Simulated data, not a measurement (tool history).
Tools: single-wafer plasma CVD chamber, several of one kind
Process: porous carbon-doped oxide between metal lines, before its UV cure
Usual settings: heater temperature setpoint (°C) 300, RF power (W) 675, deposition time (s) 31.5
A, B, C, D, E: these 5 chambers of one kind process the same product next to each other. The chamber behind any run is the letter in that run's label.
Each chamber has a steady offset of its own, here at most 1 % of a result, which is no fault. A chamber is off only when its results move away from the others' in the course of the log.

run,day,heater temperature setpoint (°C),RF power (W),deposition time (s),hours since the last thermocouple change,hours since the last RF generator calibration,"read-back reference wafer on the same gauge, thickness_nm",mean film thickness on the monitor wafer (nm)
1A,0.229,300,675,31.5,2475.4,485,240.09,205.49
2E,0.617,300,675,31.5,1496.4,40.1,240.02,207.04
3C,0.867,300,675,31.5,201.1,545.9,239.82,206.78
4B,1.217,300,675,31.5,608.9,787.8,240.1,208.15
5D,1.517,300,675,31.5,1465.2,1375.1,239.77,205.99
6E,1.954,309,755,31.5,1528.5,72.2,240.04,210.69
7B,2.308,309,755,31.5,635.1,814,240.03,212.08
8D,2.571,309,755,31.5,1490.5,1400.4,239.93,209.93
9A,2.867,309,755,31.5,2538.7,548.3,240.08,210.34
10C,3.108,309,755,31.5,254.9,599.7,239.94,210.31
11B,3.317,300,675,31.5,659.3,838.2,240.04,208.02
12D,3.583,293,675,36.4,1514.8,1424.7,239.98,247.21
13A,3.908,293,675,36.4,2563.7,573.3,240,245.12
14C,4.133,293,675,36.4,279.5,624.3,240.24,248.3
15E,4.492,293,675,36.4,1589.4,133.1,240.14,248.21
16B,4.896,293,675,36.4,697.2,876.1,240.14,251.2
17D,5.138,300,675,31.5,1552.1,1462,240.11,206.11
18C,5.521,300,675,31.5,312.8,657.6,239.95,206.46
19A,5.875,300,675,31.5,2610.9,620.5,240.05,202.31
20E,6.221,300,675,31.5,1630.9,174.6,240.12,207.39
21E,6.612,300,675,31.5,1640.3,184,239.97,205.69
22A,6.925,300,675,31.5,2636.1,645.7,239.87,201.3
23B,7.233,300,675,31.5,753.3,932.2,240.06,209.03
24D,7.679,300,675,31.5,1613.1,1523,240.01,204.67
25C,8.033,300,675,31.5,373.1,717.9,240.02,206.2
26C,8.288,310,600,31.5,379.2,724,240.17,181.8
27E,8.621,310,600,31.5,1688.5,232.2,240.13,180.23
28A,8.988,310,600,31.5,2685.6,695.2,239.96,175.25
29B,9.196,310,600,31.5,800.4,979.3,240.2,183.14
30D,9.404,310,600,31.5,1654.5,1564.4,239.98,181
# day 9.767: chamber A: thermocouple changed; heater temperature recalibrated
31A,9.888,300,675,31.5,2.9,716.8,239.86,198.92
32E,10.3,300,675,31.5,1728.8,272.5,239.9,207.28
33D,10.617,300,675,31.5,1683.6,1593.5,240.14,206.5
34B,10.879,300,675,31.5,840.8,1019.7,239.94,208.78
35C,11.096,300,675,31.5,446.6,791.4,240.17,205.66
36E,11.338,300,675,31.5,1753.7,297.4,239.98,206.61
37C,11.588,300,675,31.5,458.4,803.2,240.03,206.26
38B,11.9,300,675,31.5,865.3,1044.2,240.09,208.4

Predict what each chamber gives when all 5 of them run the settings below next.
39A,12.246,300,545,31.5,,,,?
39B,12.246,300,545,31.5,,,,?
39C,12.246,300,545,31.5,,,,?
39D,12.246,300,545,31.5,,,,?
39E,12.246,300,545,31.5,,,,?

run,mean film thickness on the monitor wafer (nm)
39A,170.84
39B,182.7
39C,179.72
39D,179.6
39E,179.97
